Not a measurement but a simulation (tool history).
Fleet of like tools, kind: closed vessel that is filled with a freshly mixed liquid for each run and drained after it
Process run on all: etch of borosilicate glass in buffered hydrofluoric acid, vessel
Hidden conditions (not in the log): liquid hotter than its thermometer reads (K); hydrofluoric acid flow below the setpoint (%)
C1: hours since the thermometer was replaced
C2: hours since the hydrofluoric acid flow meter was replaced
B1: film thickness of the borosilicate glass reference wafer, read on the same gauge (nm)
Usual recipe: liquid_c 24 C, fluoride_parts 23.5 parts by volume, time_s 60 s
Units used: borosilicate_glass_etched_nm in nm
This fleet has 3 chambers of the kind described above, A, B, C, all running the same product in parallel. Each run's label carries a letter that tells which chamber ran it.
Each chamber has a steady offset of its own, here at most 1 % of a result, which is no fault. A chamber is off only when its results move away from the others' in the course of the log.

run 1C hour=4.6 | liquid_c=24 fluoride_parts=23.5 time_s=60 | C1=2109.6 C2=1485 | B1=130 | borosilicate_glass_etched_nm=34.234
run 2B hour=13.3 | liquid_c=24 fluoride_parts=23.5 time_s=60 | C1=663.7 C2=777.4 | B1=130.02 | borosilicate_glass_etched_nm=34.494
run 3A hour=19.9 | liquid_c=24 fluoride_parts=23.5 time_s=60 | C1=312.7 C2=779.9 | B1=130 | borosilicate_glass_etched_nm=33.611
run 4C hour=24.6 | liquid_c=24 fluoride_parts=23.5 time_s=60 | C1=2129.6 C2=1505 | B1=130.01 | borosilicate_glass_etched_nm=34.617
run 5A hour=29.3 | liquid_c=24 fluoride_parts=23.5 time_s=60 | C1=322.1 C2=789.3 | B1=129.98 | borosilicate_glass_etched_nm=33.871
run 6B hour=36.4 | liquid_c=24 fluoride_parts=23.5 time_s=60 | C1=686.8 C2=800.5 | B1=129.99 | borosilicate_glass_etched_nm=34.151
run 7C hour=40.8 | liquid_c=24 fluoride_parts=17.5 time_s=60 | C1=2145.8 C2=1521.2 | B1=130 | borosilicate_glass_etched_nm=43.347
run 8A hour=47.7 | liquid_c=24 fluoride_parts=17.5 time_s=60 | C1=340.5 C2=807.7 | B1=129.99 | borosilicate_glass_etched_nm=43.368
run 9B hour=53.1 | liquid_c=24 fluoride_parts=17.5 time_s=60 | C1=703.5 C2=817.2 | B1=129.99 | borosilicate_glass_etched_nm=43.942
run 10C hour=62.8 | liquid_c=24 fluoride_parts=23.5 time_s=60 | C1=2167.8 C2=1543.2 | B1=130 | borosilicate_glass_etched_nm=33.387
run 11B hour=71.7 | liquid_c=24 fluoride_parts=23.5 time_s=60 | C1=722.1 C2=835.8 | B1=129.99 | borosilicate_glass_etched_nm=34.188
run 12A hour=79.6 | liquid_c=24 fluoride_parts=30 time_s=35 | C1=372.4 C2=839.6 | B1=130.01 | borosilicate_glass_etched_nm=16.609
run 13C hour=87 | liquid_c=24 fluoride_parts=30 time_s=35 | C1=2192 C2=1567.4 | B1=130 | borosilicate_glass_etched_nm=16.101
run 14B hour=96.4 | liquid_c=24 fluoride_parts=30 time_s=35 | C1=746.8 C2=860.5 | B1=130 | borosilicate_glass_etched_nm=16.69
run 15A hour=105.9 | liquid_c=24 fluoride_parts=23.5 time_s=60 | C1=398.7 C2=865.9 | B1=129.99 | borosilicate_glass_etched_nm=34.067
run 16C hour=113.2 | liquid_c=24 fluoride_parts=23.5 time_s=60 | C1=2218.2 C2=1593.6 | B1=130.01 | borosilicate_glass_etched_nm=32.59
run 17B hour=117.9 | liquid_c=24 fluoride_parts=23.5 time_s=60 | C1=768.3 C2=882 | B1=129.99 | borosilicate_glass_etched_nm=33.725
run 18A hour=124.1 | liquid_c=27.5 fluoride_parts=23.5 time_s=60 | C1=416.9 C2=884.1 | B1=130 | borosilicate_glass_etched_nm=40.613
run 19C hour=133.3 | liquid_c=27.5 fluoride_parts=23.5 time_s=60 | C1=2238.3 C2=1613.7 | B1=130 | borosilicate_glass_etched_nm=38.358
run 20B hour=142.6 | liquid_c=27.5 fluoride_parts=23.5 time_s=60 | C1=793 C2=906.7 | B1=130.01 | borosilicate_glass_etched_nm=40.797
run 21A hour=151.9 | liquid_c=24 fluoride_parts=23.5 time_s=60 | C1=444.7 C2=911.9 | B1=130.01 | borosilicate_glass_etched_nm=33.406

Has any chamber moved away from the others, gradually or after a service, or does the common gauge drift, or do the chambers differ only by their own small steady offsets? State the chamber and the most likely cause if one applies.

Chamber C drifts away from the others.
Most likely cause: hydrofluoric acid flow below the setpoint (%) = 12.
The log may not tell that from: liquid colder than its thermometer reads (K).

Below are 4 candidate recipes for chamber C's next run, each the usual settings with a change, their results shown as question marks. Which of them brings C's results back in line with what the other chambers give on the usual settings?
To be in line, a result may differ from the other chambers' mean on the usual settings by at most: borosilicate_glass_etched_nm 1.1 nm
run 22C-1 hour=158.9 | liquid_c=26.5 fluoride_parts=23.5 time_s=60 | borosilicate_glass_etched_nm=?
run 22C-2 hour=158.9 | liquid_c=25.5 fluoride_parts=23.5 time_s=60 | borosilicate_glass_etched_nm=?
run 22C-3 hour=158.9 | liquid_c=23.5 fluoride_parts=24.5 time_s=55 | borosilicate_glass_etched_nm=?
run 22C-4 hour=158.9 | liquid_c=24 fluoride_parts=23.5 time_s=55 | borosilicate_glass_etched_nm=?

Usual-settings mean across the other chambers: borosilicate_glass_etched_nm 33.943 nm
run=22C-1 borosilicate_glass_etched_nm=35.767
run=22C-2 borosilicate_glass_etched_nm=33.869
run=22C-3 borosilicate_glass_etched_nm=27.027
run=22C-4 borosilicate_glass_etched_nm=28.609
It is 22C-2 that realigns the chamber with its peers.
